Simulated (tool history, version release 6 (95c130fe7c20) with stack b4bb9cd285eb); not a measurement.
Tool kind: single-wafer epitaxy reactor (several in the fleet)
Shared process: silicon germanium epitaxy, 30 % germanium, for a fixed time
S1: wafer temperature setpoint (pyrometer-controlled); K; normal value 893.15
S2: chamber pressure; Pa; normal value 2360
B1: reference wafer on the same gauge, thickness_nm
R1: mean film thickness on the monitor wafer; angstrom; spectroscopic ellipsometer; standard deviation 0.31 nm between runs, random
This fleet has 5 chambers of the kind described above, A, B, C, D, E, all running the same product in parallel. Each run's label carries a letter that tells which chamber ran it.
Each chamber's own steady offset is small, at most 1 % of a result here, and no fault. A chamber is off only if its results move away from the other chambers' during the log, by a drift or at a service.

run	hour	S1	S2	B1	R1
1B	6.2	893.15	2360	87.883	804.71
2D	16.3	893.15	2360	87.942	800.73
3E	23.4	893.15	2360	87.898	796.13
4C	35.0	893.15	2360	87.934	797.88
5A	48.9	893.15	2360	87.881	797.36
6A	62.5	893.15	2360	87.931	803.13
7D	73.0	902.15	1986	87.921	871.92
8C	80.1	902.15	1986	87.861	874.95
9E	91.6	902.15	1986	87.856	870.02
10B	102.0	902.15	1986	87.844	877.33
11A	108.7	902.15	1986	87.853	870.19
12C	119.3	893.15	2360	87.907	799.37
13D	131.7	893.15	2360	87.861	802.27
14E	140.2	893.15	2360	87.858	800.98
15B	151.6	893.15	2360	87.913	806.43
16B	160.0	880.15	2853	87.865	688.96
17C	169.9	880.15	2853	87.956	679.24
18A	179.8	880.15	2853	87.881	687.47
19D	189.7	880.15	2853	87.994	683.69
20E	203.8	880.15	2853	87.873	683.66
21D	210.7	901.15	1880	87.868	837.78
# hour 215.7: chamber C: pyrometer calibrated
22C	224.7	901.15	1880	87.851	842.81
# hour 228.2: chamber E: pyrometer calibrated
23A	236.9	901.15	1880	87.880	836.52
24E	247.3	901.15	1880	88.025	833.17
25B	257.1	901.15	1880	87.890	849.00
26D	269.5	905.15	2133	87.890	945.36
27B	283.5	905.15	2133	87.836	955.40
28C	290.9	905.15	2133	87.986	945.23
29E	302.6	905.15	2133	87.895	941.11
30A	312.5	905.15	2133	87.960	944.76
31C	322.0	893.15	2360	87.868	794.77
32B	330.9	893.15	2360	87.864	810.30
33E	337.7	893.15	2360	87.895	797.54
34A	350.5	893.15	2360	87.829	807.45
35D	358.0	893.15	2360	87.840	802.99
36D	371.0	893.15	2360	87.878	805.15
37E	385.1	893.15	2360	87.902	798.64
38B	397.0	893.15	2360	87.856	811.89
# hour 402.7: chamber C: capacitance manometer re-zeroed and calibrated
39C	407.6	893.15	2360	87.888	799.46
40A	415.6	893.15	2360	88.003	801.55
41D	423.3	893.15	2360	87.907	795.39
42B	430.9	893.15	2360	87.949	808.03
43E	438.3	893.15	2360	87.952	793.19
44A	450.2	893.15	2360	87.894	799.48

The same settings go to every chamber for the next run, one line per chamber below. Forecast the results for each:
45A	460.5	893.15	2360		?
45B	460.5	893.15	2360		?
45C	460.5	893.15	2360		?
45D	460.5	893.15	2360		?
45E	460.5	893.15	2360		?

run	R1
45A	795.79
45B	803.85
45C	793.32
45D	797.62
45E	798.53
